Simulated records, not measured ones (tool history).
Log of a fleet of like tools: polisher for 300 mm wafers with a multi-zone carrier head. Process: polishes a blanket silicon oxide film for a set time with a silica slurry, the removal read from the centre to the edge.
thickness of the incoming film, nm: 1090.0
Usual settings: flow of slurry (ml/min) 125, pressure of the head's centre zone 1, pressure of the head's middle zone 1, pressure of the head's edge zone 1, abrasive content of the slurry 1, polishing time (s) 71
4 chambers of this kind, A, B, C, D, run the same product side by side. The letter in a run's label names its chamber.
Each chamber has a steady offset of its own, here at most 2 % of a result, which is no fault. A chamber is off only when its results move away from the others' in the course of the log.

| run | hour | flow of slurry (ml/min) | pressure of the head's centre zone | pressure of the head's middle zone | pressure of the head's edge zone | abrasive content of the slurry | polishing time (s) | film removed at the wafer's centre (angstrom) | film removed at mid-radius (angstrom) | film removed at the wafer's edge (angstrom) |
|---|---|---|---|---|---|---|---|---|---|---|
|  | 3 | chamber A: worn pad replaced by a new one |
| 1C | 6.8 | 125 | 1 | 1 | 1 | 1 | 71 | 3896.2 | 3794.5 | 3777 |
| 2B | 15 | 125 | 1 | 1 | 1 | 1 | 71 | 3851.6 | 3705.3 | 3814.2 |
| 3D | 24.4 | 125 | 1 | 1 | 1 | 1 | 71 | 3875.9 | 3768.6 | 3840.6 |
|  | 24.5 | chamber D: slurry nozzle cleaned |
| 4A | 31.5 | 125 | 1 | 1 | 1 | 1 | 71 | 3903 | 3944.1 | 3828.5 |
|  | 32.6 | chamber B: worn pad replaced by a new one |
|  | 36.4 | chamber D: worn pad replaced by a new one |
| 5D | 42.3 | 125 | 1 | 1 | 1 | 1 | 71 | 3797.6 | 3919.5 | 3842.2 |
| 6B | 52.4 | 125 | 1 | 1 | 1 | 1 | 71 | 3820.4 | 3714.6 | 3820.2 |
| 7C | 60.2 | 125 | 1 | 1 | 1 | 1 | 71 | 3787.8 | 3933.7 | 3818.3 |
|  | 66.7 | chamber C: worn pad replaced by a new one |
| 8A | 73.3 | 125 | 1 | 1 | 1 | 1 | 71 | 3904 | 3801.4 | 3821.1 |
| 9A | 79.9 | 125 | 1 | 1 | 1 | 1 | 71 | 3908.8 | 3762.6 | 3858.8 |
| 10B | 90.2 | 125 | 1 | 1 | 1 | 1 | 71 | 3853.8 | 3730.1 | 3823.2 |
|  | 94.4 | chamber D: centre zone pressure recalibrated |
| 11D | 100.8 | 125 | 1 | 1.09 | 1 | 1 | 71 | 3919.4 | 4175.1 | 3846.2 |
|  | 104.5 | chamber B: worn pad replaced by a new one |
| 12C | 107.7 | 125 | 1 | 1.09 | 1 | 1 | 71 | 3808.9 | 4120.6 | 3862 |
| 13D | 113.9 | 125 | 1 | 1.09 | 1 | 1 | 71 | 3820.1 | 4070.4 | 3859.1 |
| 14C | 124.4 | 125 | 1 | 1.09 | 1 | 1 | 71 | 3835.2 | 4090 | 3800.1 |
|  | 127.4 | chamber A: worn pad replaced by a new one |
| 15A | 136.3 | 125 | 1 | 1 | 1 | 1 | 71 | 3897.4 | 3821.3 | 3784.8 |
| 16B | 142.6 | 125 | 1 | 1 | 1 | 1 | 71 | 3792.9 | 3741.5 | 3824.3 |
| 17D | 154 | 125 | 1 | 1 | 1 | 1 | 71 | 3849.9 | 3768.7 | 3845.7 |
| 18C | 162 | 125 | 1 | 1 | 1 | 1 | 71 | 3894.8 | 3891.3 | 3855.8 |
| 19B | 174.6 | 125 | 1 | 1 | 1 | 1.3 | 59 | 3576.6 | 3540.8 | 3539.7 |
| 20A | 183.9 | 125 | 1 | 1 | 1 | 1.3 | 59 | 3586.9 | 3523.2 | 3537.3 |
|  | 186.3 | chamber B: worn pad replaced by a new one |
|  | 186.7 | chamber B: edge zone pressure recalibrated |
|  | 187.6 | chamber C: worn pad replaced by a new one |
| 21B | 195.3 | 125 | 1 | 1 | 1 | 1.3 | 59 | 3586.3 | 3622.1 | 3519.7 |
| 22A | 206.6 | 125 | 1 | 1 | 1 | 1.3 | 59 | 3606.1 | 3649.6 | 3553.1 |
| 23D | 212.7 | 125 | 1 | 1 | 1 | 1 | 71 | 3763.1 | 3798.4 | 3886.4 |
|  | 216.4 | chamber D: worn pad replaced by a new one |
| 24C | 220.3 | 125 | 1 | 1 | 1 | 1 | 71 | 3860.1 | 3866 | 3835.8 |
| 25B | 230.8 | 125 | 1 | 1 | 1 | 1 | 71 | 3830 | 3871.6 | 3830.6 |
| 26C | 238.8 | 125 | 1 | 1 | 1 | 1 | 71 | 3840.8 | 3752.9 | 3841 |
| 27D | 250.4 | 125 | 1 | 1 | 1 | 1 | 71 | 3785.5 | 3781.7 | 3845 |
| 28A | 256.5 | 125 | 1 | 1 | 1 | 1 | 71 | 3940.9 | 3778.6 | 3776.7 |

What goes on in this fleet: one chamber off, a drifting gauge, or nothing beyond the chambers' own small offsets? Name the chamber and the cause, if any.

No chamber stands off beyond its own small offset, and the gauge holds steady.

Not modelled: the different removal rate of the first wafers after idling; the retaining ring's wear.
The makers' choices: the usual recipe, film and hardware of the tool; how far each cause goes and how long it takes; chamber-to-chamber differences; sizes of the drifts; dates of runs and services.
